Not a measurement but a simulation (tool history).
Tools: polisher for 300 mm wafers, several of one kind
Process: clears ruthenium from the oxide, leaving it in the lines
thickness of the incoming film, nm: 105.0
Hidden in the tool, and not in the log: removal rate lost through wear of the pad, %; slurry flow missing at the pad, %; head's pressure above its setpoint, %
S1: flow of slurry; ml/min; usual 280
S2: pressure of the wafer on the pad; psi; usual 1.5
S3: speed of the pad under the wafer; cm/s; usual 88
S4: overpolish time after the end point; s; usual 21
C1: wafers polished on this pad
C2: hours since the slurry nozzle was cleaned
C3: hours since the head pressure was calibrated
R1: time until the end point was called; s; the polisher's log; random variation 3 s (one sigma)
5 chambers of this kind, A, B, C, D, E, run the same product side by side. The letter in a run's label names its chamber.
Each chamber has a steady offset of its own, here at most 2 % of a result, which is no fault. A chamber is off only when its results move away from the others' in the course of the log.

| run | hour | S1 | S2 | S3 | S4 | C1 | C2 | C3 | R1 |
|---|---|---|---|---|---|---|---|---|---|
|  | 2.4 | chamber D: worn pad replaced by a new one |
| 1A | 4.9 | 280 | 1.5 | 88 | 21 | 686 | 157.4 | 338.5 | 168.55 |
| 2E | 9.7 | 280 | 1.5 | 88 | 21 | 128 | 278.5 | 595.3 | 171.18 |
| 3B | 16.5 | 280 | 1.5 | 88 | 21 | 612 | 134.2 | 240.2 | 167.57 |
| 4D | 20.4 | 280 | 1.5 | 88 | 21 | 146 | 578.8 | 296.8 | 182.11 |
|  | 22.3 | chamber A: head pressure recalibrated |
|  | 22.9 | chamber C: slurry nozzle cleaned |
| 5C | 27.9 | 280 | 1.5 | 88 | 21 | 375 | 5.0 | 225.0 | 171.50 |
| 6D | 34.1 | 280 | 1.5 | 88 | 21 | 257 | 592.5 | 310.5 | 172.00 |
| 7A | 38.1 | 280 | 1.5 | 88 | 21 | 956 | 190.6 | 15.9 | 172.96 |
| 8B | 44.3 | 280 | 1.5 | 88 | 21 | 838 | 162.0 | 268.0 | 164.64 |
| 9C | 49.3 | 280 | 1.5 | 88 | 21 | 549 | 26.4 | 246.4 | 173.21 |
| 10E | 57.3 | 280 | 1.5 | 88 | 21 | 515 | 326.1 | 642.9 | 177.35 |
| 11B | 62.1 | 280 | 1.5 | 88 | 21 | 982 | 179.8 | 285.8 | 177.46 |
|  | 65.7 | chamber B: worn pad replaced by a new one |
| 12C | 68.9 | 280 | 1.5 | 88 | 21 | 708 | 46.0 | 266.0 | 168.90 |
|  | 74.5 | chamber A: worn pad replaced by a new one |
| 13E | 77.4 | 280 | 1.5 | 88 | 21 | 679 | 346.2 | 663.0 | 174.09 |
| 14D | 82.9 | 280 | 1.5 | 88 | 21 | 654 | 641.3 | 359.3 | 177.93 |
| 15A | 90.8 | 280 | 1.5 | 88 | 21 | 132 | 243.3 | 68.6 | 172.68 |
| 16E | 96.5 | 280 | 1.5 | 88 | 21 | 834 | 365.3 | 682.1 | 174.77 |
| 17B | 104.4 | 280 | 1.7 | 88 | 21 | 314 | 222.1 | 328.1 | 150.28 |
| 18A | 108.2 | 280 | 1.7 | 88 | 21 | 274 | 260.7 | 86.0 | 149.05 |
|  | 111.5 | chamber E: worn pad replaced by a new one |
| 19D | 113.6 | 280 | 1.7 | 88 | 21 | 904 | 672.0 | 390.0 | 152.55 |
| 20C | 117.3 | 280 | 1.7 | 88 | 21 | 1102 | 94.4 | 314.4 | 148.90 |
|  | 121.8 | chamber C: worn pad replaced by a new one |
| 21E | 123.4 | 280 | 1.7 | 88 | 21 | 97 | 392.2 | 709.0 | 150.33 |
| 22B | 129.7 | 280 | 1.5 | 88 | 21 | 520 | 247.4 | 353.4 | 173.59 |
| 23C | 137.5 | 280 | 1.5 | 88 | 21 | 128 | 114.6 | 334.6 | 167.83 |
| 24D | 143.9 | 280 | 1.5 | 88 | 28 | 1150 | 702.3 | 420.3 | 177.38 |
| 25A | 151.3 | 280 | 1.5 | 88 | 28 | 624 | 303.8 | 129.1 | 168.21 |
|  | 152.1 | chamber D: worn pad replaced by a new one |
| 26A | 156.6 | 280 | 1.5 | 88 | 28 | 667 | 309.1 | 134.4 | 170.30 |
| 27D | 160.7 | 280 | 1.5 | 88 | 28 | 70 | 719.1 | 437.1 | 170.22 |
| 28C | 167.9 | 280 | 1.5 | 88 | 28 | 375 | 145.0 | 365.0 | 169.81 |
| 29B | 174.2 | 280 | 1.5 | 88 | 21 | 882 | 291.9 | 397.9 | 170.28 |
| 30E | 180.6 | 330 | 1.1 | 88 | 21 | 562 | 449.4 | 766.2 | 230.00 |
| 31C | 185.5 | 330 | 1.1 | 88 | 21 | 518 | 162.6 | 382.6 | 234.54 |
| 32A | 190.7 | 330 | 1.1 | 88 | 21 | 945 | 343.2 | 168.5 | 230.01 |

What goes on in this fleet: one chamber off, a drifting gauge, or nothing beyond the chambers' own small offsets? Name the chamber and the cause, if any.

No chamber stands off beyond its own small offset, and the gauge holds steady.
